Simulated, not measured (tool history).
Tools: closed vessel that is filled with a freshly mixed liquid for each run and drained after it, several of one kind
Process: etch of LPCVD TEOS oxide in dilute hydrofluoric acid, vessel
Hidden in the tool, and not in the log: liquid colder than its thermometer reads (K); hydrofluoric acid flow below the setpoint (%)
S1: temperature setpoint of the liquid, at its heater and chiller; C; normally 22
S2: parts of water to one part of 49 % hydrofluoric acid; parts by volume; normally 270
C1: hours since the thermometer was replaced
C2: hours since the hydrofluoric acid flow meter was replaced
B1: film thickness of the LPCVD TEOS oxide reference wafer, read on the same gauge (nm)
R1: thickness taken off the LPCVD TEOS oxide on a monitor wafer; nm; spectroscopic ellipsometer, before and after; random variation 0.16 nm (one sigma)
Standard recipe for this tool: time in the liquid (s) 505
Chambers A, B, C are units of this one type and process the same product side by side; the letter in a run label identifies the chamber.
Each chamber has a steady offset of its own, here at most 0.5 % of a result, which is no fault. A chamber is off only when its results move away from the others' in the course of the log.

{"run": "1C", "hour": 6.9, "S1": 22, "S2": 270, "time in the liquid (s)": 505, "C1": 229.5, "C2": 301.1, "B1": 69.979, "R1": 26.889}
{"run": "2B", "hour": 12.9, "S1": 22, "S2": 270, "time in the liquid (s)": 505, "C1": 847.7, "C2": 1798.2, "B1": 70.003, "R1": 26.339}
{"run": "3A", "hour": 19.5, "S1": 22, "S2": 270, "time in the liquid (s)": 505, "C1": 2143.2, "C2": 883.8, "B1": 69.987, "R1": 26.614}
{"run": "4B", "hour": 25.9, "S1": 22, "S2": 270, "time in the liquid (s)": 505, "C1": 860.7, "C2": 1811.2, "B1": 70.002, "R1": 26.415}
{"run": "5A", "hour": 35.4, "S1": 22, "S2": 270, "time in the liquid (s)": 505, "C1": 2159.1, "C2": 899.7, "B1": 69.973, "R1": 26.381}
{"run": "6C", "hour": 45.0, "S1": 18, "S2": 270, "time in the liquid (s)": 505, "C1": 267.6, "C2": 339.2, "B1": 69.99, "R1": 23.104}
{"hour": 46.6, "done": "chamber A: hydrofluoric acid flow meter replaced"}
{"hour": 51.2, "done": "chamber A: thermometer replaced"}
{"run": "7C", "hour": 54.6, "S1": 18, "S2": 270, "time in the liquid (s)": 505, "C1": 277.2, "C2": 348.8, "B1": 69.996, "R1": 22.982}
{"run": "8B", "hour": 59.7, "S1": 18, "S2": 270, "time in the liquid (s)": 505, "C1": 894.5, "C2": 1845, "B1": 70.013, "R1": 22.861}
{"run": "9A", "hour": 68.4, "S1": 22, "S2": 270, "time in the liquid (s)": 505, "C1": 17.3, "C2": 21.9, "B1": 70.011, "R1": 26.674}
{"run": "10A", "hour": 76.2, "S1": 22, "S2": 270, "time in the liquid (s)": 505, "C1": 25.1, "C2": 29.7, "B1": 69.987, "R1": 26.812}
{"run": "11B", "hour": 81.8, "S1": 22, "S2": 360, "time in the liquid (s)": 505, "C1": 916.6, "C2": 1867.1, "B1": 70.033, "R1": 17.987}
{"run": "12C", "hour": 91.3, "S1": 22, "S2": 360, "time in the liquid (s)": 505, "C1": 313.9, "C2": 385.5, "B1": 70.003, "R1": 18.581}
{"run": "13B", "hour": 99.3, "S1": 22, "S2": 360, "time in the liquid (s)": 505, "C1": 934.1, "C2": 1884.6, "B1": 70.029, "R1": 18.061}
{"run": "14C", "hour": 107.5, "S1": 22, "S2": 270, "time in the liquid (s)": 505, "C1": 330.1, "C2": 401.7, "B1": 70.032, "R1": 26.779}
{"hour": 108.8, "done": "chamber B: hydrofluoric acid flow meter replaced"}
{"run": "15A", "hour": 114.5, "S1": 22, "S2": 270, "time in the liquid (s)": 505, "C1": 63.4, "C2": 68, "B1": 69.97, "R1": 26.458}
{"run": "16A", "hour": 120.6, "S1": 22, "S2": 270, "time in the liquid (s)": 505, "C1": 69.5, "C2": 74.1, "B1": 70.034, "R1": 26.657}
{"run": "17C", "hour": 127.6, "S1": 22, "S2": 270, "time in the liquid (s)": 505, "C1": 350.2, "C2": 421.8, "B1": 70.001, "R1": 26.769}
{"run": "18B", "hour": 133.1, "S1": 22, "S2": 270, "time in the liquid (s)": 505, "C1": 967.9, "C2": 24.3, "B1": 70.003, "R1": 25.681}
{"run": "19A", "hour": 142.7, "S1": 22, "S2": 270, "time in the liquid (s)": 505, "C1": 91.6, "C2": 96.2, "B1": 69.968, "R1": 26.613}
{"run": "20C", "hour": 152.1, "S1": 22, "S2": 270, "time in the liquid (s)": 505, "C1": 374.7, "C2": 446.3, "B1": 70, "R1": 26.663}
{"run": "21B", "hour": 160.9, "S1": 22, "S2": 270, "time in the liquid (s)": 505, "C1": 995.7, "C2": 52.1, "B1": 69.994, "R1": 25.681}
{"run": "22A", "hour": 167.5, "S1": 22, "S2": 270, "time in the liquid (s)": 505, "C1": 116.4, "C2": 121, "B1": 69.994, "R1": 26.81}
{"run": "23B", "hour": 175.3, "S1": 22, "S2": 270, "time in the liquid (s)": 505, "C1": 1010.1, "C2": 66.5, "B1": 70.016, "R1": 25.807}
{"run": "24C", "hour": 185.1, "S1": 22, "S2": 270, "time in the liquid (s)": 505, "C1": 407.7, "C2": 479.3, "B1": 69.993, "R1": 26.316}
{"run": "25B", "hour": 190.0, "S1": 22, "S2": 270, "time in the liquid (s)": 505, "C1": 1024.8, "C2": 81.2, "B1": 69.98, "R1": 25.517}
{"run": "26A", "hour": 194.8, "S1": 22, "S2": 270, "time in the liquid (s)": 505, "C1": 143.7, "C2": 148.3, "B1": 69.984, "R1": 26.793}
{"run": "27C", "hour": 204.9, "S1": 22, "S2": 270, "time in the liquid (s)": 505, "C1": 427.5, "C2": 499.1, "B1": 70.014, "R1": 26.888}
{"run": "28A", "hour": 213.4, "S1": 22, "S2": 270, "time in the liquid (s)": 505, "C1": 162.3, "C2": 166.9, "B1": 69.978, "R1": 26.855}
{"run": "29B", "hour": 221.6, "S1": 22, "S2": 270, "time in the liquid (s)": 505, "C1": 1056.4, "C2": 112.8, "B1": 70.005, "R1": 25.425}
{"hour": 222.8, "done": "chamber C: thermometer replaced"}
{"run": "30C", "hour": 228.7, "S1": 22, "S2": 270, "time in the liquid (s)": 505, "C1": 5.9, "C2": 522.9, "B1": 70.01, "R1": 26.518}
{"run": "31C", "hour": 233.6, "S1": 22, "S2": 270, "time in the liquid (s)": 505, "C1": 10.8, "C2": 527.8, "B1": 69.927, "R1": 26.668}

The same settings go to every chamber for the next run, one line per chamber below. Forecast the results for each:
{"run": "32A", "hour": 241.5, "S1": 22, "S2": 270, "time in the liquid (s)": 395, "R1": "?"}
{"run": "32B", "hour": 241.5, "S1": 22, "S2": 270, "time in the liquid (s)": 395, "R1": "?"}
{"run": "32C", "hour": 241.5, "S1": 22, "S2": 270, "time in the liquid (s)": 395, "R1": "?"}

run=32A R1=20.881
run=32B R1=19.94
run=32C R1=20.754
